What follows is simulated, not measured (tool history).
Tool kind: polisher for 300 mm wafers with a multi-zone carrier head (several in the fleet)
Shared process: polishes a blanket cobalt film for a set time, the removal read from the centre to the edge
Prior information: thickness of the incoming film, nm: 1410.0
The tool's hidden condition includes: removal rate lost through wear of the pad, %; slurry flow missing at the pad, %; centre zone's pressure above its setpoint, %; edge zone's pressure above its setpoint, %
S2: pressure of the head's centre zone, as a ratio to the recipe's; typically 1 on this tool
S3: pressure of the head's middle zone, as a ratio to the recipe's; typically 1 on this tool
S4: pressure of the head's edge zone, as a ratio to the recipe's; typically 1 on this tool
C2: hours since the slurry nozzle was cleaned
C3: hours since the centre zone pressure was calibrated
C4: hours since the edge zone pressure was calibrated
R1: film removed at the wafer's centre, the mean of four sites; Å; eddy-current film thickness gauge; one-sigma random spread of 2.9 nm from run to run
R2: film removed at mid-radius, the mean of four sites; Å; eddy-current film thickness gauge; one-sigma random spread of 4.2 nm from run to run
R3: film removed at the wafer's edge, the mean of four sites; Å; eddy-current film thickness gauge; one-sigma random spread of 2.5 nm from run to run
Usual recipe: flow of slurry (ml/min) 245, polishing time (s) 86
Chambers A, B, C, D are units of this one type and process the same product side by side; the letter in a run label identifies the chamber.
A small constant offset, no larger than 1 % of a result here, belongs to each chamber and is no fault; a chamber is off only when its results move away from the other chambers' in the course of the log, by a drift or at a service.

run 1A hour=3.2 | flow_of_slurry_(ml/min)=245 S2=1 S3=1 S4=1 polishing_time_(s)=86 | wafers_polished_on_this_pad=558 C2=339.8 C3=1381.8 C4=34.9 | R1=4191.3 R2=4200.7 R3=4216.6
run 2D hour=7.6 | flow_of_slurry_(ml/min)=245 S2=1 S3=1 S4=1 polishing_time_(s)=86 | wafers_polished_on_this_pad=709 C2=466.7 C3=1116.6 C4=378.9 | R1=4222.8 R2=4204.8 R3=4195.2
-- hour=11.6 chamber B: worn pad replaced by a new one
run 3C hour=13.1 | flow_of_slurry_(ml/min)=245 S2=1 S3=1 S4=1 polishing_time_(s)=86 | wafers_polished_on_this_pad=403 C2=654.3 C3=167.7 C4=439.6 | R1=4156.9 R2=4147.5 R3=4213.7
run 4B hour=18.5 | flow_of_slurry_(ml/min)=245 S2=1 S3=1 S4=1 polishing_time_(s)=86 | wafers_polished_on_this_pad=78 C2=205.6 C3=162.6 C4=309 | R1=4168 R2=4196.7 R3=4172.5
run 5B hour=21.4 | flow_of_slurry_(ml/min)=310 S2=1 S3=0.88 S4=1 polishing_time_(s)=86 | wafers_polished_on_this_pad=111 C2=208.5 C3=165.5 C4=311.9 | R1=4320.4 R2=3813.6 R3=4256
run 6C hour=25.1 | flow_of_slurry_(ml/min)=310 S2=1 S3=0.88 S4=1 polishing_time_(s)=86 | wafers_polished_on_this_pad=539 C2=666.3 C3=179.7 C4=451.6 | R1=4264.3 R2=3833.4 R3=4298.5
run 7A hour=30.6 | flow_of_slurry_(ml/min)=310 S2=1 S3=0.88 S4=1 polishing_time_(s)=86 | wafers_polished_on_this_pad=868 C2=367.2 C3=1409.2 C4=62.3 | R1=4350.4 R2=3824.2 R3=4265.3
-- hour=31.9 chamber A: worn pad replaced by a new one
-- hour=32.3 chamber D: worn pad replaced by a new one
run 8D hour=36.4 | flow_of_slurry_(ml/min)=310 S2=1 S3=0.88 S4=1 polishing_time_(s)=86 | wafers_polished_on_this_pad=46 C2=495.5 C3=1145.4 C4=407.7 | R1=4301.2 R2=3855.3 R3=4298
run 9A hour=41.8 | flow_of_slurry_(ml/min)=245 S2=1 S3=1 S4=1 polishing_time_(s)=86 | wafers_polished_on_this_pad=112 C2=378.4 C3=1420.4 C4=73.5 | R1=4201.7 R2=4147.1 R3=4211.1
-- hour=43.1 chamber D: edge zone pressure recalibrated
run 10D hour=44.3 | flow_of_slurry_(ml/min)=245 S2=1.07 S3=1 S4=0.94 polishing_time_(s)=86 | wafers_polished_on_this_pad=135 C2=503.4 C3=1153.3 C4=1.3 | R1=4515.5 R2=4117.7 R3=4131.4
run 11C hour=48.2 | flow_of_slurry_(ml/min)=245 S2=1.07 S3=1 S4=0.94 polishing_time_(s)=86 | wafers_polished_on_this_pad=799 C2=689.4 C3=202.8 C4=474.7 | R1=4504.9 R2=4172.5 R3=4109.3
run 12B hour=53.3 | flow_of_slurry_(ml/min)=245 S2=1.07 S3=1 S4=0.94 polishing_time_(s)=86 | wafers_polished_on_this_pad=471 C2=240.4 C3=197.4 C4=343.8 | R1=4466.6 R2=4235.8 R3=4074.2
-- hour=54.7 chamber C: worn pad replaced by a new one
run 13B hour=57 | flow_of_slurry_(ml/min)=245 S2=1.07 S3=1 S4=0.94 polishing_time_(s)=86 | wafers_polished_on_this_pad=513 C2=244.1 C3=201.1 C4=347.5 | R1=4501.8 R2=4115.4 R3=4061
-- hour=60.3 chamber B: worn pad replaced by a new one
run 14C hour=61 | flow_of_slurry_(ml/min)=245 S2=1 S3=1 S4=1 polishing_time_(s)=86 | wafers_polished_on_this_pad=71 C2=702.2 C3=215.6 C4=487.5 | R1=4172.7 R2=4158.7 R3=4231
-- hour=62.8 chamber A: centre zone pressure recalibrated
run 15D hour=66.1 | flow_of_slurry_(ml/min)=245 S2=1 S3=1 S4=1 polishing_time_(s)=86 | wafers_polished_on_this_pad=381 C2=525.2 C3=1175.1 C4=23.1 | R1=4224.8 R2=4210.3 R3=4179
run 16A hour=70.5 | flow_of_slurry_(ml/min)=245 S2=1 S3=1 S4=1 polishing_time_(s)=86 | wafers_polished_on_this_pad=436 C2=407.1 C3=7.8 C4=102.2 | R1=4639.5 R2=4236.5 R3=4223.4
run 17B hour=75 | flow_of_slurry_(ml/min)=245 S2=1 S3=1.04 S4=1.09 polishing_time_(s)=86 | wafers_polished_on_this_pad=166 C2=262.1 C3=219.1 C4=365.5 | R1=4123.9 R2=4338.8 R3=4314.2
run 18D hour=79.4 | flow_of_slurry_(ml/min)=245 S2=1 S3=1.04 S4=1.09 polishing_time_(s)=86 | wafers_polished_on_this_pad=531 C2=538.5 C3=1188.4 C4=36.4 | R1=4186.2 R2=4344.3 R3=4378
run 19A hour=84 | flow_of_slurry_(ml/min)=245 S2=1 S3=1.04 S4=1.09 polishing_time_(s)=86 | wafers_polished_on_this_pad=588 C2=420.6 C3=21.3 C4=115.7 | R1=4620.8 R2=4304.3 R3=4401.5
run 20C hour=88.9 | flow_of_slurry_(ml/min)=245 S2=1 S3=1.04 S4=1.09 polishing_time_(s)=86 | wafers_polished_on_this_pad=386 C2=730.1 C3=243.5 C4=515.4 | R1=4164.2 R2=4330.7 R3=4414.4
run 21B hour=93.9 | flow_of_slurry_(ml/min)=245 S2=1 S3=1 S4=1 polishing_time_(s)=86 | wafers_polished_on_this_pad=379 C2=281 C3=238 C4=384.4 | R1=4130.3 R2=4169.1 R3=4204.1
run 22D hour=97.8 | flow_of_slurry_(ml/min)=245 S2=1 S3=1 S4=1 polishing_time_(s)=86 | wafers_polished_on_this_pad=739 C2=556.9 C3=1206.8 C4=54.8 | R1=4197.1 R2=4255.2 R3=4227
run 23C hour=100.7 | flow_of_slurry_(ml/min)=245 S2=1 S3=1 S4=1 polishing_time_(s)=86 | wafers_polished_on_this_pad=520 C2=741.9 C3=255.3 C4=527.2 | R1=4161.3 R2=4163.6 R3=4197.5
run 24A hour=105.5 | flow_of_slurry_(ml/min)=245 S2=1 S3=1 S4=1 polishing_time_(s)=86 | wafers_polished_on_this_pad=831 C2=442.1 C3=42.8 C4=137.2 | R1=4594 R2=4209.3 R3=4160.8
-- hour=107 chamber D: centre zone pressure recalibrated
run 25A hour=108.1 | flow_of_slurry_(ml/min)=295 S2=1 S3=1 S4=1 polishing_time_(s)=86 | wafers_polished_on_this_pad=861 C2=444.7 C3=45.4 C4=139.8 | R1=4716.6 R2=4246.4 R3=4241.1
run 26D hour=111.4 | flow_of_slurry_(ml/min)=295 S2=1 S3=1 S4=1 polishing_time_(s)=86 | wafers_polished_on_this_pad=893 C2=570.5 C3=4.5 C4=68.4 | R1=4299.6 R2=4211.3 R3=4229.1
run 27C hour=116.3 | flow_of_slurry_(ml/min)=295 S2=1 S3=1 S4=1 polishing_time_(s)=86 | wafers_polished_on_this_pad=696 C2=757.5 C3=270.9 C4=542.8 | R1=4243.6 R2=4203.3 R3=4258.7
run 28B hour=120.5 | flow_of_slurry_(ml/min)=295 S2=1 S3=1 S4=1 polishing_time_(s)=86 | wafers_polished_on_this_pad=679 C2=307.6 C3=264.6 C4=411 | R1=4276.9 R2=4281.4 R3=4240.3
run 29A hour=124.2 | flow_of_slurry_(ml/min)=245 S2=1 S3=1 S4=1 polishing_time_(s)=86 | wafers_polished_on_this_pad=1042 C2=460.8 C3=61.5 C4=155.9 | R1=4637.9 R2=4166.8 R3=4231.3

Each of the 4 chambers runs these same settings next. Fill in every chamber's results:
run 30A hour=128.3 | flow_of_slurry_(ml/min)=245 S2=1 S3=1 S4=1 polishing_time_(s)=61 | R1=? R2=? R3=?
run 30B hour=128.3 | flow_of_slurry_(ml/min)=245 S2=1 S3=1 S4=1 polishing_time_(s)=61 | R1=? R2=? R3=?
run 30C hour=128.3 | flow_of_slurry_(ml/min)=245 S2=1 S3=1 S4=1 polishing_time_(s)=61 | R1=? R2=? R3=?
run 30D hour=128.3 | flow_of_slurry_(ml/min)=245 S2=1 S3=1 S4=1 polishing_time_(s)=61 | R1=? R2=? R3=?

run=30A R1=3272.5 R2=2971.5 R3=2962.6
run=30B R1=2942 R2=2972.6 R3=2954.7
run=30C R1=2948.3 R2=2904.4 R3=2983.7
run=30D R1=2945.7 R2=2934.5 R3=2970
